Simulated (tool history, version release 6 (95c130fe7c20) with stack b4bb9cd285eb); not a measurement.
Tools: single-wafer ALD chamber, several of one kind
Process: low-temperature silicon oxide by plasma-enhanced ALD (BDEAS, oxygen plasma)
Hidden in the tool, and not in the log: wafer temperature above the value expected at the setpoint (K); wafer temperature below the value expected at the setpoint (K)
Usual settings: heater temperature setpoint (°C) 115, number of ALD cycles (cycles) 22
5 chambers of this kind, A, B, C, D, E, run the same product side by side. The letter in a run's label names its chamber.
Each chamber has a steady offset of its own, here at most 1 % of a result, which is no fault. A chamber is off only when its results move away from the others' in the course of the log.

run   hour  heater temperature setpoint (°C)  number of ALD cycles (cycles)  hours since the last thermocouple change  read-back reference wafer on the same gauge, thickness_nm  mean film thickness on the monitor wafer (angstrom)
 1E    3.6                               115                             22                                    2058.6                                                     3.0784                                               30.381
 2A    6.9                               115                             22                                     641.3                                                     3.0800                                               30.782
 3B   10.1                               115                             22                                      15.3                                                     3.0799                                               30.346
 4D   16.8                               115                             22                                    1120.8                                                     3.0789                                               30.637
 5C   22.0                               128                             23                                     571.0                                                     3.0808                                               31.189
 6D   25.9                               128                             23                                    1129.9                                                     3.0794                                               31.205
 7A   30.4                               128                             23                                     664.8                                                     3.0817                                               31.265
 8B   34.4                               128                             23                                      39.6                                                     3.0791                                               31.020
 9C   39.2                               128                             23                                     588.2                                                     3.0796                                               31.132
10E   43.0                               115                             22                                    2098.0                                                     3.0808                                               30.501
11B   48.5                               121                             25                                      53.7                                                     3.0803                                               34.063
12D   51.4                               121                             25                                    1155.4                                                     3.0825                                               34.360
13C   54.5                               121                             25                                     603.5                                                     3.0798                                               34.378
14E   58.0                               121                             25                                    2113.0                                                     3.0794                                               34.366
15A   62.2                               121                             25                                     696.6                                                     3.0819                                               34.447
16D   68.4                               115                             22                                    1172.4                                                     3.0789                                               30.598
17A   71.7                               115                             22                                     706.1                                                     3.0798                                               30.728
18B   75.3                               115                             22                                      80.5                                                     3.0791                                               30.367
19E   81.2                               115                             22                                    2136.2                                                     3.0785                                               30.552
20C   84.8                               115                             22                                     633.8                                                     3.0793                                               30.657
21D   90.6                               115                             22                                    1194.6                                                     3.0797                                               30.566
22B   95.2                               115                             22                                     100.4                                                     3.0798                                               30.197
23C   99.8                               115                             22                                     648.8                                                     3.0806                                               30.624
24A  105.4                               115                             22                                     739.8                                                     3.0810                                               30.723
25E  108.4                               122                             18                                    2163.4                                                     3.0796                                               24.586
26B  112.8                               122                             18                                     118.0                                                     3.0806                                               24.337
27A  117.0                               122                             18                                     751.4                                                     3.0811                                               24.825
28D  123.8                               122                             18                                    1227.8                                                     3.0791                                               24.796
29E  129.4                               122                             18                                    2184.4                                                     3.0785                                               24.581
30C  133.7                               115                             22                                     682.7                                                     3.0791                                               30.700
31D  136.8                               115                             22                                    1240.8                                                     3.0800                                               30.601
32C  142.3                               115                             22                                     691.3                                                     3.0794                                               30.608
33B  147.4                               115                             22                                     152.6                                                     3.0805                                               30.239
34A  153.6                               115                             22                                     788.0                                                     3.0801                                               30.786
35E  156.8                               115                             22                                    2211.8                                                     3.0810                                               30.410
36D  163.1                               115                             22                                    1267.1                                                     3.0793                                               30.539
37E  168.0                               115                             22                                    2223.0                                                     3.0799                                               30.443
38B  174.9                               115                             22                                     180.1                                                     3.0813                                               30.301
39A  178.4                               115                             22                                     812.8                                                     3.0797                                               30.829
40C  182.6                               115                             22                                     731.6                                                     3.0804                                               30.670
41B  189.1                               115                             22                                     194.3                                                     3.0789                                               30.260
42A  195.6                               115                             22                                     830.0                                                     3.0800                                               30.712

What goes on in this fleet: one chamber off, a drifting gauge, or nothing beyond the chambers' own small offsets? Name the chamber and the cause, if any.

No chamber stands off beyond its own small offset, and the gauge holds steady.

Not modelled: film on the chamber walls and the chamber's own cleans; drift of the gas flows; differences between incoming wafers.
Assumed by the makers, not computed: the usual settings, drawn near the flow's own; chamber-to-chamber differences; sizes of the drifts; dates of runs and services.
